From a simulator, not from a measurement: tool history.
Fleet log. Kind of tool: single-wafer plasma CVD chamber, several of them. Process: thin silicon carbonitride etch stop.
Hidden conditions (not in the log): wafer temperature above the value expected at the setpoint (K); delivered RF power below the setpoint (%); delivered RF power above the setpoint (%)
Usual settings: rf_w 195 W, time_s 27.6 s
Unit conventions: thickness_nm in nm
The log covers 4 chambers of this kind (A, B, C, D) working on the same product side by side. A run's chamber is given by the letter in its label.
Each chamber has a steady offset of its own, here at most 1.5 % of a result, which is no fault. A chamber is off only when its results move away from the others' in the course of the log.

run    day  rf_w  time_s  hours since the last thermocouple change  hours since the last RF generator calibration  read-back reference wafer on the same gauge, thickness_nm  thickness_nm
 1D   0.15   195    27.6                                     818.4                                         1038.3                                                       16.7         15.83
 2A  0.433   195    27.6                                    1670.8                                          129.1                                                     16.708        15.518
 3C  0.621   195    27.6                                     719.4                                           15.7                                                     16.712        15.671
 4B  0.767   195    27.6                                    1460.8                                         1779.1                                                     16.708        15.508
 5A  0.979   195    27.6                                    1683.9                                          142.2                                                     16.718        15.481
 6D  1.242   195    27.6                                     844.6                                         1064.5                                                     16.716        15.851
 7B  1.529   195    27.6                                    1479.1                                         1797.4                                                     16.708        15.539
 8C  1.842   195    27.6                                     748.7                                             45                                                     16.713        15.672
 9B  2.004   195    27.6                                    1490.5                                         1808.8                                                     16.722        15.561
10C  2.288   195    25.7                                     759.4                                           55.7                                                     16.717        14.625
11D  2.538   195    25.7                                     875.7                                         1095.6                                                     16.723        14.753
12A  2.733   195    25.7                                      1726                                          184.3                                                     16.731        14.466
13D  2.896   195    25.7                                     884.3                                         1104.2                                                     16.731         14.74
14B  3.162   195    27.6                                    1518.3                                         1836.6                                                     16.734        15.578
15C  3.417   195    27.6                                     786.5                                           82.8                                                     16.735        15.668
16A  3.692   195    27.6                                      1749                                          207.3                                                      16.74        15.535
17C  3.946   195    27.6                                     799.2                                           95.5                                                     16.738        15.736
18D  4.196   195    31.9                                     915.5                                         1135.4                                                     16.744        18.344
19A  4.417   195    31.9                                    1766.4                                          224.7                                                     16.751        17.995
20B    4.7   195    31.9                                    1555.2                                         1873.5                                                      16.75        18.008
21C  4.842   195    31.9                                     820.7                                            117                                                     16.751        18.183
22B  4.992   195    27.6                                    1562.2                                         1880.5                                                     16.754        15.569
23A  5.154   195    27.6                                    1784.1                                          242.4                                                     16.747        15.573
24D  5.442   230      23                                     945.4                                         1165.3                                                      16.76        13.886
25C  5.725   230      23                                     841.9                                          138.2                                                      16.76        13.752
26B  5.975   230      23                                    1585.8                                         1904.1                                                     16.767        13.691
27A  6.158   230      23                                    1808.2                                          266.5                                                     16.767        13.649
28D  6.475   195    27.6                                     970.2                                         1190.1                                                     16.765        15.897
29A  6.796   195    27.6                                    1823.5                                          281.8                                                     16.772        15.563
30C  7.021   195    32.4                                       873                                          169.3                                                     16.774        18.453
31B  7.292   195    32.4                                    1617.4                                         1935.7                                                     16.776        18.358
32D  7.462   195    32.4                                     993.9                                         1213.8                                                     16.776         18.65
33B  7.612   195    32.4                                    1625.1                                         1943.4                                                      16.78        18.351
34D  7.783   195    27.6                                    1001.6                                         1221.5                                                     16.784        15.939
35A  8.071   195    27.6                                    1854.1                                          312.4                                                     16.784        15.547
36C   8.35   215    24.8                                     904.9                                          201.2                                                     16.782        14.554
37B  8.658   215    24.8                                    1650.2                                         1968.5                                                     16.791         14.46
38A  8.912   215    24.8                                    1874.3                                          332.6                                                     16.795        14.445

Has any chamber moved away from the others, gradually or after a service, or does the common gauge drift, or do the chambers differ only by their own small steady offsets? State the chamber and the most likely cause if one applies.

No chamber is off; the gauge reading every chamber's wafers drifts, which makes the whole fleet appear to move together.
Likeliest cause: gauge reads high (%) = 0.567.
